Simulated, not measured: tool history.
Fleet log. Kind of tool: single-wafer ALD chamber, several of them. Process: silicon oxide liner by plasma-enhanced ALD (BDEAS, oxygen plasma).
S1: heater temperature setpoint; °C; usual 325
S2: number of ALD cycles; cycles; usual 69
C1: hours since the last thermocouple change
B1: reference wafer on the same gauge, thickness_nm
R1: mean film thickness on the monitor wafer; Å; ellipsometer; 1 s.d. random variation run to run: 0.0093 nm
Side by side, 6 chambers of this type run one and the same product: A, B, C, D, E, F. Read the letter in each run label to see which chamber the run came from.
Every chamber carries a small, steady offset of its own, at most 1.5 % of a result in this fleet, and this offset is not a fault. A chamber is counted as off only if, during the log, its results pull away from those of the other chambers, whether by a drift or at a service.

{"run": "1A", "hour": 5.6, "S1": 325, "S2": 69, "C1": 731.4, "B1": 5.7482, "R1": 62.345}
{"run": "2D", "hour": 12.6, "S1": 325, "S2": 69, "C1": 369.5, "B1": 5.7503, "R1": 62.057}
{"run": "3F", "hour": 22.1, "S1": 325, "S2": 69, "C1": 426.0, "B1": 5.7471, "R1": 61.39}
{"run": "4C", "hour": 28.9, "S1": 325, "S2": 69, "C1": 968.5, "B1": 5.747, "R1": 62.793}
{"run": "5B", "hour": 36.8, "S1": 325, "S2": 69, "C1": 2165.4, "B1": 5.7474, "R1": 61.767}
{"run": "6E", "hour": 48.7, "S1": 333, "S2": 74, "C1": 302.8, "B1": 5.7453, "R1": 65.963}
{"run": "7F", "hour": 56.1, "S1": 333, "S2": 74, "C1": 460.0, "B1": 5.7448, "R1": 65.209}
{"run": "8E", "hour": 65.9, "S1": 333, "S2": 74, "C1": 320.0, "B1": 5.7443, "R1": 66.069}
{"run": "9B", "hour": 75.9, "S1": 333, "S2": 74, "C1": 2204.5, "B1": 5.7449, "R1": 65.475}
{"run": "10D", "hour": 83.3, "S1": 333, "S2": 74, "C1": 440.2, "B1": 5.7437, "R1": 65.842}
{"run": "11A", "hour": 94.1, "S1": 333, "S2": 74, "C1": 819.9, "B1": 5.7423, "R1": 66.243}
{"run": "12C", "hour": 102.4, "S1": 325, "S2": 69, "C1": 1042.0, "B1": 5.739, "R1": 62.492}
{"run": "13F", "hour": 108.2, "S1": 325, "S2": 69, "C1": 512.1, "B1": 5.7417, "R1": 61.334}
{"run": "14E", "hour": 116.2, "S1": 325, "S2": 69, "C1": 370.3, "B1": 5.7403, "R1": 62.31}
{"run": "15D", "hour": 128.1, "S1": 325, "S2": 62, "C1": 485.0, "B1": 5.7397, "R1": 55.666}
{"run": "16C", "hour": 136.2, "S1": 325, "S2": 62, "C1": 1075.8, "B1": 5.7373, "R1": 56.251}
{"run": "17B", "hour": 146.1, "S1": 325, "S2": 62, "C1": 2274.7, "B1": 5.7367, "R1": 55.516}
{"run": "18A", "hour": 152.5, "S1": 325, "S2": 62, "C1": 878.3, "B1": 5.7344, "R1": 55.995}
{"run": "19C", "hour": 160.2, "S1": 325, "S2": 62, "C1": 1099.8, "B1": 5.7353, "R1": 56.2}
{"run": "20E", "hour": 166.6, "S1": 325, "S2": 62, "C1": 420.7, "B1": 5.7336, "R1": 55.864}
{"run": "21A", "hour": 176.5, "S1": 325, "S2": 69, "C1": 902.3, "B1": 5.7333, "R1": 62.555}
{"run": "22D", "hour": 187.4, "S1": 325, "S2": 69, "C1": 544.3, "B1": 5.7329, "R1": 61.84}
{"run": "23B", "hour": 195.3, "S1": 325, "S2": 69, "C1": 2323.9, "B1": 5.7328, "R1": 61.63}
{"run": "24F", "hour": 201.9, "S1": 325, "S2": 69, "C1": 605.8, "B1": 5.7295, "R1": 61.402}
{"run": "25A", "hour": 213.1, "S1": 325, "S2": 69, "C1": 938.9, "B1": 5.7311, "R1": 62.215}
{"run": "26D", "hour": 221.4, "S1": 325, "S2": 69, "C1": 578.3, "B1": 5.7297, "R1": 62.026}
{"run": "27C", "hour": 232.0, "S1": 325, "S2": 69, "C1": 1171.6, "B1": 5.727, "R1": 62.465}
{"run": "28F", "hour": 243.4, "S1": 325, "S2": 69, "C1": 647.3, "B1": 5.7291, "R1": 61.531}
{"run": "29B", "hour": 254.9, "S1": 325, "S2": 69, "C1": 2383.5, "B1": 5.7261, "R1": 61.615}
{"run": "30E", "hour": 262.5, "S1": 325, "S2": 69, "C1": 516.6, "B1": 5.723, "R1": 62.052}
{"run": "31A", "hour": 269.8, "S1": 325, "S2": 69, "C1": 995.6, "B1": 5.7241, "R1": 62.31}
{"hour": 274.1, "done": "chamber B: thermocouple changed; heater temperature recalibrated"}
{"run": "32E", "hour": 280.3, "S1": 325, "S2": 69, "C1": 534.4, "B1": 5.7265, "R1": 62.069}
{"run": "33D", "hour": 289.4, "S1": 325, "S2": 69, "C1": 646.3, "B1": 5.7236, "R1": 61.959}
{"run": "34F", "hour": 299.4, "S1": 325, "S2": 69, "C1": 703.3, "B1": 5.7244, "R1": 61.23}
{"run": "35C", "hour": 304.8, "S1": 325, "S2": 69, "C1": 1244.4, "B1": 5.7212, "R1": 62.393}
{"run": "36B", "hour": 315.1, "S1": 325, "S2": 69, "C1": 41.0, "B1": 5.7188, "R1": 61.441}
{"run": "37B", "hour": 325.1, "S1": 325, "S2": 69, "C1": 51.0, "B1": 5.7201, "R1": 61.524}
{"run": "38F", "hour": 331.9, "S1": 325, "S2": 75, "C1": 735.8, "B1": 5.7189, "R1": 66.669}
{"run": "39C", "hour": 339.8, "S1": 325, "S2": 75, "C1": 1279.4, "B1": 5.7167, "R1": 67.668}
{"run": "40A", "hour": 347.0, "S1": 325, "S2": 75, "C1": 1072.8, "B1": 5.7182, "R1": 67.611}
{"run": "41E", "hour": 353.3, "S1": 325, "S2": 75, "C1": 607.4, "B1": 5.7176, "R1": 67.267}
{"run": "42D", "hour": 360.9, "S1": 325, "S2": 75, "C1": 717.8, "B1": 5.7181, "R1": 67.282}
{"run": "43A", "hour": 369.1, "S1": 325, "S2": 75, "C1": 1094.9, "B1": 5.7158, "R1": 67.531}

Is one chamber out of step, is the gauge drifting, or do the chambers differ by no more than their own small offsets? For an off chamber, give its letter and the likeliest cause.

None of the chambers is off. What moves is the gauge, dragging all their readings along together.
Cause: gauge reads low (%) = 0.615.
